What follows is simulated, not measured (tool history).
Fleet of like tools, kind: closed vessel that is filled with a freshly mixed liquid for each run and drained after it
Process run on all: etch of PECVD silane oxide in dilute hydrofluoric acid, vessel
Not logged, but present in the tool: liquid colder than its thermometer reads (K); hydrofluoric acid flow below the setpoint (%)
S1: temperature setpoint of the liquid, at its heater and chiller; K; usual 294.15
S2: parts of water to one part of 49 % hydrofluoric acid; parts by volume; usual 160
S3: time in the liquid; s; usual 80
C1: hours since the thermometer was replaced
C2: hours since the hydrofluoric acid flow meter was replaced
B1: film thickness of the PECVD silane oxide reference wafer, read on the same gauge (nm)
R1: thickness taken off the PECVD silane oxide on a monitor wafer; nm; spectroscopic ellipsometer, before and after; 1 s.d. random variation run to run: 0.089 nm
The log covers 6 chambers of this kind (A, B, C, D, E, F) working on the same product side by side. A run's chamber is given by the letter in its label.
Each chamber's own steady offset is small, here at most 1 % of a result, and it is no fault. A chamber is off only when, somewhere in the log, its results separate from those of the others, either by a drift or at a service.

run    day      S1   S2  S3      C1      C2      B1      R1
 1E  0.158  294.15  160  80  1585.4   497.9  60.034  12.210
 2A  0.467  294.15  160  80   164.7   188.7  60.002  12.223
 3D  0.658  294.15  160  80   404.7   940.0  60.018  12.235
 4F  0.875  294.15  160  80  1023.9   838.4  60.009  12.220
 5B  1.112  294.15  160  80  1387.0   521.3  60.024  12.451
 6C  1.333  294.15  160  80   503.9   327.3  59.999  12.263
 7C  1.592  294.15  160  80   510.1   333.5  60.001  12.315
 8B  1.817  294.15  160  80  1403.9   538.2  59.991  12.275
 9A  2.100  294.15  160  80   203.9   227.9  60.029  12.162
10E  2.396  294.15  160  80  1639.1   551.6  60.015  12.011
11F  2.567  296.65  115  80  1064.5   879.0  59.988  19.804
12D  2.892  296.65  115  80   458.3   993.6  60.021  19.318
13F  3.125  296.65  115  80  1077.9   892.4  59.968  19.738
14D  3.325  296.65  115  80   468.7  1004.0  59.982  19.449
     3.362  -- chamber B: thermometer replaced
15A  3.612  296.65  115  80   240.2   264.2  60.003  19.683
16E  3.854  296.65  115  80  1674.1   586.6  60.008  19.823
17C  4.021  294.15  160  80   568.4   391.8  60.015  12.068
18B  4.279  294.15  160  80    22.0   597.3  60.002  12.386
19B  4.596  294.15  160  80    29.6   604.9  59.959  12.343
20F  4.808  294.15  160  80  1118.3   932.8  60.012  12.124
21A  5.038  294.15  160  80   274.4   298.4  59.972  11.809
22D  5.292  294.15  160  80   515.9  1051.2  60.017  12.239
23C  5.562  294.15  160  80   605.4   428.8  59.979  12.190
24E  5.888  294.15  160  80  1722.9   635.4  59.996  12.187
25E  6.150  294.15  160  80  1729.2   641.7  60.005  12.180
26D  6.362  294.15  160  80   541.6  1076.9  60.002  12.127
27A  6.575  294.15  160  80   311.3   335.3  60.000  11.515
28C  6.804  297.65   90  80   635.2   458.6  60.000  27.706
29F  6.962  297.65   90  80  1170.0   984.5  60.013  26.882
30B  7.229  297.65   90  80    92.8   668.1  60.016  27.138
31C  7.375  297.65   90  80   648.9   472.3  59.996  27.469
32D  7.662  297.65   90  80   572.8  1108.1  59.969  26.715
33F  7.854  297.65   90  80  1191.4  1005.9  60.021  27.282
34A  8.158  294.15  160  80   349.3   373.3  60.057  11.141
35E  8.367  294.15  160  80  1782.4   694.9  59.999  12.304
36B  8.621  290.65  160  80   126.2   701.5  59.979  10.705
37F  8.775  290.65  160  80  1213.5  1028.0  60.046  10.433
38D  8.983  290.65  160  80   604.5  1139.8  60.030  10.573

Next, all 6 chambers run the settings below, one line each with question marks for the results. What does each chamber give?
39A  9.217  294.15  115  80               ?
39B  9.217  294.15  115  80               ?
39C  9.217  294.15  115  80               ?
39D  9.217  294.15  115  80               ?
39E  9.217  294.15  115  80               ?
39F  9.217  294.15  115  80               ?

run      R1
39A  16.012
39B  17.794
39C  18.080
39D  17.874
39E  17.814
39F  17.893
